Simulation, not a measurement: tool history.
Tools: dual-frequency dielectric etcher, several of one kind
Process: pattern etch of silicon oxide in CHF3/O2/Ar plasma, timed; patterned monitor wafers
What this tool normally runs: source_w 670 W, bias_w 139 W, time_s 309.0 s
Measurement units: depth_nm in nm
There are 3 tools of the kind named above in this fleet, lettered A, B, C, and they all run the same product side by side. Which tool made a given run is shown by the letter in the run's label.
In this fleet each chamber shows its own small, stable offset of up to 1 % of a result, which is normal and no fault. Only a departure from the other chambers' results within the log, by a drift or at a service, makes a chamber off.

run     day  source_w  bias_w  time_s  hours since the last wet clean  hours since the last source power generator calibration  hours since the last bias power generator calibration  read-back reference wafer on the same gauge, depth_nm  depth_nm
 1C   0.333       670     139   309.0                           296.8                                                   1559.1                                                 1598.9                                                 609.25    584.70
 2A   0.704       670     139   309.0                           434.9                                                   3135.0                                                 1554.6                                                 609.06    582.66
 3B   0.929       670     139   309.0                            90.0                                                   2487.5                                                  267.3                                                 609.06    584.09
 4B   1.292       670     139   309.0                            98.7                                                   2496.2                                                  276.0                                                 609.04    583.30
 5C   1.525       670     139   309.0                           325.4                                                   1587.7                                                 1627.5                                                 609.15    581.17
 6A   1.958       670     139   309.0                           465.0                                                   3165.1                                                 1584.7                                                 609.12    582.64
 7A   2.246       670     139   309.0                           471.9                                                   3172.0                                                 1591.6                                                 608.88    581.62
 8C   2.629       670     139   309.0                           351.9                                                   1614.2                                                 1654.0                                                 608.94    577.64
 9B   3.008       670     139   309.0                           139.9                                                   2537.4                                                  317.2                                                 609.31    582.57
10A   3.450       750     112   309.0                           500.8                                                   3200.9                                                 1620.5                                                 608.95    567.30
11B   3.662       750     112   309.0                           155.6                                                   2553.1                                                  332.9                                                 609.14    570.38
12C   3.896       750     112   309.0                           382.3                                                   1644.6                                                 1684.4                                                 608.84    565.13
13C   4.196       670     139   309.0                           389.5                                                   1651.8                                                 1691.6                                                 609.17    578.82
14A   4.633       670     139   309.0                           529.2                                                   3229.3                                                 1648.9                                                 609.11    582.86
15B   4.975       620     173   309.0                           187.1                                                   2584.6                                                  364.4                                                 608.98    604.84
      5.150  -- chamber A: wet clean of the chamber
16A   5.188       620     173   309.0                             1.0                                                   3242.6                                                 1662.2                                                 608.92    607.59
17C   5.446       620     173   309.0                           419.5                                                   1681.8                                                 1721.6                                                 608.63    600.12
18B   5.696       670     139   309.0                           204.4                                                   2601.9                                                  381.7                                                 608.99    580.76
19A   5.950       670     139   309.0                            19.3                                                   3260.9                                                 1680.5                                                 608.91    581.38
20B   6.179       670     154   353.5                           216.0                                                   2613.5                                                  393.3                                                 609.01    687.59
21C   6.529       670     154   353.5                           445.5                                                   1707.8                                                 1747.6                                                 608.84    680.54
22C   6.838       670     154   353.5                           452.9                                                   1715.2                                                 1755.0                                                 608.88    679.54
23A   7.192       670     139   309.0                            49.1                                                   3290.7                                                 1710.3                                                 608.85    582.33
24B   7.429       670     139   309.0                           246.0                                                   2643.5                                                  423.3                                                 609.05    580.55
25B   7.783       670     139   309.0                           254.5                                                   2652.0                                                  431.8                                                 608.96    583.70
26C   8.121       670     139   309.0                           483.7                                                   1746.0                                                 1785.8                                                 609.11    571.38
27A   8.350       670     139   309.0                            76.9                                                   3318.5                                                 1738.1                                                 609.31    582.87
28A   8.700       670     139   309.0                            85.3                                                   3326.9                                                 1746.5                                                 609.10    581.90
29B   8.962       670     139   309.0                           282.8                                                   2680.3                                                  460.1                                                 609.04    582.18
30C   9.308       820     108   309.0                           512.2                                                   1774.5                                                 1814.3                                                 609.41    569.57
31A   9.542       820     108   309.0                           105.5                                                   3347.1                                                 1766.7                                                 608.81    585.94
32B   9.892       820     108   309.0                           305.1                                                   2702.6                                                  482.4                                                 608.83    580.83
33C  10.238       670     139   309.0                           534.5                                                   1796.8                                                 1836.6                                                 609.07    568.15
34A  10.496       670     139   309.0                           128.4                                                   3370.0                                                 1789.6                                                 609.00    581.34
35B  10.858       670     139   309.0                           328.3                                                   2725.8                                                  505.6                                                 608.77    584.30
36C  11.121       670     139   309.0                           555.7                                                   1818.0                                                 1857.8                                                 609.22    567.37
37B  11.600       670     139   309.0                           346.1                                                   2743.6                                                  523.4                                                 608.56    580.37
38C  11.854       670     139   309.0                           573.3                                                   1835.6                                                 1875.4                                                 608.85    565.48
39A  12.212       670     139   309.0                           169.6                                                   3411.2                                                 1830.8                                                 609.16    581.53
40A  12.679       670     139   309.0                           180.8                                                   3422.4                                                 1842.0                                                 608.64    582.10
41C  12.933       670     139   309.0                           599.2                                                   1861.5                                                 1901.3                                                 608.76    564.85

Predict what each chamber gives when all 3 of them run the settings below next.
42A  13.288       670     139   345.5                                                                                                                                                                                                                ?
42B  13.288       670     139   345.5                                                                                                                                                                                                                ?
42C  13.288       670     139   345.5                                                                                                                                                                                                                ?

run  depth_nm
42A    651.91
42B    651.77
42C    629.38
